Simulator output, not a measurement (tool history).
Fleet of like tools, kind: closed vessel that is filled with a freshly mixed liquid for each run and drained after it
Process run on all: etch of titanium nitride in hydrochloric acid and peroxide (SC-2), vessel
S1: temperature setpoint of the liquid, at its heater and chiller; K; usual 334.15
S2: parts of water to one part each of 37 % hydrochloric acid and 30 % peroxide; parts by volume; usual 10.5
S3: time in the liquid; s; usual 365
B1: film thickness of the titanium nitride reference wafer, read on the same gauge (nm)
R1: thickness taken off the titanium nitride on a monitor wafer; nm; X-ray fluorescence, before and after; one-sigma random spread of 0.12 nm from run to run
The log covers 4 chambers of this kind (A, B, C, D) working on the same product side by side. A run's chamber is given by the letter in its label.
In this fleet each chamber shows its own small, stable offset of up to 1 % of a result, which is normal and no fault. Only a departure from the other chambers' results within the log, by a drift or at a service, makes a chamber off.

run,hour,S1,S2,S3,B1,R1
1B,13.7,334.15,10.5,365,129.99,21.544
2C,21.7,334.15,10.5,365,130.00,21.374
3A,31.3,334.15,10.5,365,130.00,21.368
4D,38.7,334.15,10.5,365,130.05,21.488
5B,53.4,326.65,10.5,365,129.99,13.464
6A,61.5,326.65,10.5,365,130.04,13.159
7D,73.9,326.65,10.5,365,129.98,13.420
8C,87.9,326.65,10.5,365,130.00,13.147
9B,103.6,334.15,10.5,365,130.01,21.749
10A,110.9,334.15,10.5,365,130.00,21.314
11C,119.7,334.15,10.5,365,129.95,21.311
# hour 125.6: chamber C: new drum of peroxide connected
12D,133.3,334.15,10.5,365,129.99,21.253
13A,147.2,330.65,10.5,245,129.99,11.432
14B,163.5,330.65,10.5,245,129.97,11.533
15C,172.0,330.65,10.5,245,130.02,11.601
16D,186.8,330.65,10.5,245,129.99,11.611
17B,200.7,334.15,10.5,365,130.04,21.496
18D,207.7,334.15,9.0,265,130.00,17.499
19A,217.2,334.15,9.0,265,130.00,17.524
20C,232.9,334.15,9.0,265,130.00,17.910
21C,245.8,334.15,9.0,265,129.99,17.916
22B,253.1,334.15,10.5,365,129.98,21.372
23D,269.3,334.15,10.5,365,130.04,21.358
24A,277.7,334.15,10.5,365,130.00,21.341
# hour 285.0: chamber D: new drum of peroxide connected
25A,293.8,334.15,10.5,365,130.01,21.416
26B,306.7,334.15,10.5,365,130.01,21.358
27C,315.1,334.15,10.5,365,130.00,21.838
28D,330.4,334.15,10.5,365,129.98,21.521
29C,343.6,334.15,10.5,365,130.00,21.955
30B,357.6,334.15,10.5,365,129.96,21.209
31D,373.2,334.15,10.5,365,130.01,21.579
32A,386.7,325.65,10.5,465,129.97,15.741
# hour 387.2: chamber A: chemicals flow meter replaced
33D,398.8,325.65,10.5,465,129.99,16.084
34A,413.2,325.65,10.5,465,130.00,15.703
35B,427.3,325.65,10.5,465,130.02,15.863
36C,439.3,334.15,10.5,365,129.99,22.098
37A,454.0,334.15,10.5,365,129.98,21.361

Is one chamber off against the others, does the gauge drift, or is nothing wrong? If a chamber is off, say which, and what the likeliest cause is.

Little by little, chamber C moves away from the other chambers.
Cause: chemicals flow above the setpoint (%) = 5.41.
With only this log, it may be confused with: liquid hotter than its thermometer reads (K).

Chamber C could run next with any of the 4 candidate recipes listed below; each alters the usual settings, and their results appear as question marks. Which one brings its results back in line with what the other chambers deliver on the usual settings?
Maximum distance from the other chambers' mean on the usual settings for a result to count as in line: R1 0.410 nm
38C-1,465.6,334.65,10.5,370,,?
38C-2,465.6,333.65,10.5,360,,?
38C-3,465.6,334.65,10.5,380,,?
38C-4,465.6,333.65,10.5,350,,?

What the other chambers average on the usual settings: R1 21.380 nm
run,R1
38C-1,23.309
38C-2,21.308
38C-3,23.939
38C-4,20.717
Change 38C-2 lands the chamber within the allowed miss of the other chambers.

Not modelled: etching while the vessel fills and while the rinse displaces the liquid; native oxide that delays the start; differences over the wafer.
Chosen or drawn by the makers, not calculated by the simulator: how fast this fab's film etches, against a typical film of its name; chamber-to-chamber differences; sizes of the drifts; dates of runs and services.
